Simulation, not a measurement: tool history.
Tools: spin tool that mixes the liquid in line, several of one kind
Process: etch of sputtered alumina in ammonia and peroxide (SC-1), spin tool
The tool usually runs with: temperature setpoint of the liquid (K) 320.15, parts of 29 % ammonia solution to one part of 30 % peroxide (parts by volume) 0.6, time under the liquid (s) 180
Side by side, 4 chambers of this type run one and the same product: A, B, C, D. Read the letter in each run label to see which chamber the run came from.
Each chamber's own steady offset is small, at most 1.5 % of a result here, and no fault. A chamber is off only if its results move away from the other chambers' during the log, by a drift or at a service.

run	hour	temperature setpoint of the liquid (K)	parts of 29 % ammonia solution to one part of 30 % peroxide (parts by volume)	time under the liquid (s)	read-back film thickness of the sputtered alumina reference wafer, read on the same gauge (nm)	thickness taken off the sputtered alumina on a monitor wafer (Å)
1B	6.4	320.15	0.6	180	80.02	54.102
2C	15	320.15	0.6	180	80.029	54.506
3D	23.4	320.15	0.6	180	79.991	53.158
4A	33.8	320.15	0.6	180	79.989	53.544
5C	39.2	320.15	0.6	180	80.031	54.115
6B	50.2	320.15	0.6	180	80.003	55.089
7D	61.5	320.15	0.6	180	80.029	53.878
8A	69.7	320.15	0.6	180	79.991	54.537
9D	76	320.15	0.6	180	79.988	54.102
10C	84.5	320.15	0.6	180	80.006	54.966
11A	94.8	320.15	0.6	180	80.048	54.162
# hour 103.5: chamber D: ammonia flow meter replaced
12B	104	320.15	0.6	180	79.968	54.039
13D	114.6	320.15	0.6	180	80	54.033
14C	124.6	320.15	0.6	180	80.012	54.499
# hour 130: chamber D: thermometer replaced
15A	135.5	320.15	0.3	125	79.951	34.736
# hour 143.2: chamber C: new drum of ammonia solution connected
16B	146.6	320.15	0.3	125	80.007	34.561
17B	152.9	320.15	0.3	125	79.956	34.271
18D	160.5	320.15	0.3	125	80.041	34.702
19C	169.6	320.15	0.6	120	79.997	36.429
20A	180.9	320.15	0.6	120	80.011	35.898
21C	186.6	320.15	0.6	120	79.988	36.972
22A	197.4	320.15	0.6	120	79.984	36.224
23D	208	320.15	0.6	180	80.02	53.783
# hour 213.9: chamber D: new drum of ammonia solution connected
24B	216.5	313.65	0.6	285	80.057	58.066
25A	222.2	313.65	0.6	285	79.998	58.371
26C	229.1	313.65	0.6	285	79.989	59.486
# hour 231.6: chamber B: new drum of ammonia solution connected
27B	234.6	313.65	0.6	285	80.003	56.224
28D	241.9	320.15	0.6	180	79.985	53.236
29A	247.9	320.15	0.6	180	80.008	53.043
# hour 249.9: chamber C: ammonia flow meter replaced
30D	256.7	320.15	0.6	180	80.008	53.291
31C	267.5	316.65	0.6	270	80.017	67.18
32B	275.3	316.65	0.6	270	80.01	61.967
33A	286.7	316.65	0.6	270	79.983	65.509
34C	295.6	316.65	0.6	270	79.967	66.305
35B	305.5	320.15	0.6	255	80	72.026
36D	312.3	320.15	0.6	255	80.041	75.702
37C	318.6	320.15	0.6	255	79.985	77.29
38A	329.8	320.15	0.6	255	80.01	74.899
# hour 334.9: chamber B: thermometer replaced
39D	337.4	329.15	0.35	180	80.002	83.837
40B	346	329.15	0.35	180	79.998	78.388

All chambers now run identical settings, listed one chamber a line with results as question marks. What results will each chamber show?
41A	354.1	320.15	0.6	180		?
41B	354.1	320.15	0.6	180		?
41C	354.1	320.15	0.6	180		?
41D	354.1	320.15	0.6	180		?

run	thickness taken off the sputtered alumina on a monitor wafer (Å)
41A	53.146
41B	49.857
41C	54.956
41D	54.674

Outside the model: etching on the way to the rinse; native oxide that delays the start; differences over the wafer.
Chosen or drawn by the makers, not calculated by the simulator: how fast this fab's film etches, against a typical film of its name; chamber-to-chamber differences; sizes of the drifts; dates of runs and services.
